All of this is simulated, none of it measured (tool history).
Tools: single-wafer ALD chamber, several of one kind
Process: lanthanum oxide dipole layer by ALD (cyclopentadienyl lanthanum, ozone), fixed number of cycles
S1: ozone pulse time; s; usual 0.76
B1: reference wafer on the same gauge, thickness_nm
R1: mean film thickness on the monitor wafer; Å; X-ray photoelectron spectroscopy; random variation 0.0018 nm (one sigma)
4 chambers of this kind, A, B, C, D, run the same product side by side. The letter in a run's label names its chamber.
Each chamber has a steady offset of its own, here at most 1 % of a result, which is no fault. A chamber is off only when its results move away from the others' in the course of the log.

run 1D hour=11.1 | S1=0.76 | B1=0.41486 | R1=4.5379
run 2C hour=22 | S1=0.76 | B1=0.4148 | R1=4.5009
run 3A hour=30.8 | S1=0.76 | B1=0.41498 | R1=4.4796
run 4B hour=40.7 | S1=0.76 | B1=0.41534 | R1=4.4876
run 5A hour=52.6 | S1=0.76 | B1=0.41485 | R1=4.4822
run 6D hour=59.8 | S1=0.76 | B1=0.41504 | R1=4.525
run 7B hour=69.7 | S1=0.76 | B1=0.4149 | R1=4.4938
run 8C hour=78.6 | S1=0.76 | B1=0.41504 | R1=4.5014
run 9A hour=84.2 | S1=0.76 | B1=0.41462 | R1=4.5167
run 10C hour=93.1 | S1=0.76 | B1=0.41499 | R1=4.4841
run 11D hour=100.9 | S1=0.76 | B1=0.41493 | R1=4.5256
run 12B hour=110.3 | S1=0.76 | B1=0.41492 | R1=4.4573
run 13A hour=118.5 | S1=0.76 | B1=0.41529 | R1=4.5125
run 14C hour=126.2 | S1=0.76 | B1=0.41513 | R1=4.5074
run 15D hour=132.1 | S1=0.76 | B1=0.41524 | R1=4.5349
run 16B hour=139.7 | S1=0.76 | B1=0.41561 | R1=4.4362
run 17A hour=147.6 | S1=0.87 | B1=0.41469 | R1=4.7534
run 18D hour=157.1 | S1=0.87 | B1=0.41471 | R1=4.7787
run 19C hour=163 | S1=0.87 | B1=0.41525 | R1=4.734
run 20B hour=173.2 | S1=0.87 | B1=0.41493 | R1=4.6779
run 21A hour=183.6 | S1=0.76 | B1=0.41504 | R1=4.5033
run 22C hour=192.6 | S1=0.76 | B1=0.41547 | R1=4.4764
run 23D hour=199.3 | S1=0.76 | B1=0.41546 | R1=4.5635
run 24B hour=208.8 | S1=0.76 | B1=0.41518 | R1=4.4077
run 25B hour=217.5 | S1=1.01 | B1=0.41493 | R1=4.9181
run 26C hour=226.2 | S1=1.01 | B1=0.41495 | R1=5.0189
-- hour=232.2 chamber D: ozone generator serviced
run 27D hour=238 | S1=1.01 | B1=0.41547 | R1=5.0483
run 28A hour=248 | S1=1.01 | B1=0.41522 | R1=5.0338
run 29B hour=255.1 | S1=0.76 | B1=0.41486 | R1=4.3722
run 30D hour=266.3 | S1=0.76 | B1=0.41513 | R1=4.579
run 31A hour=272.2 | S1=0.76 | B1=0.41465 | R1=4.5002
run 32C hour=278.4 | S1=0.76 | B1=0.41478 | R1=4.4907
run 33C hour=286.2 | S1=0.76 | B1=0.41531 | R1=4.4849
run 34A hour=292.6 | S1=0.76 | B1=0.41512 | R1=4.5247

All 4 chambers run these settings next. Forecast each chamber's results:
run 35A hour=301.2 | S1=0.76 | R1=?
run 35B hour=301.2 | S1=0.76 | R1=?
run 35C hour=301.2 | S1=0.76 | R1=?
run 35D hour=301.2 | S1=0.76 | R1=?

run=35A R1=4.5277
run=35B R1=4.3825
run=35C R1=4.5192
run=35D R1=4.529

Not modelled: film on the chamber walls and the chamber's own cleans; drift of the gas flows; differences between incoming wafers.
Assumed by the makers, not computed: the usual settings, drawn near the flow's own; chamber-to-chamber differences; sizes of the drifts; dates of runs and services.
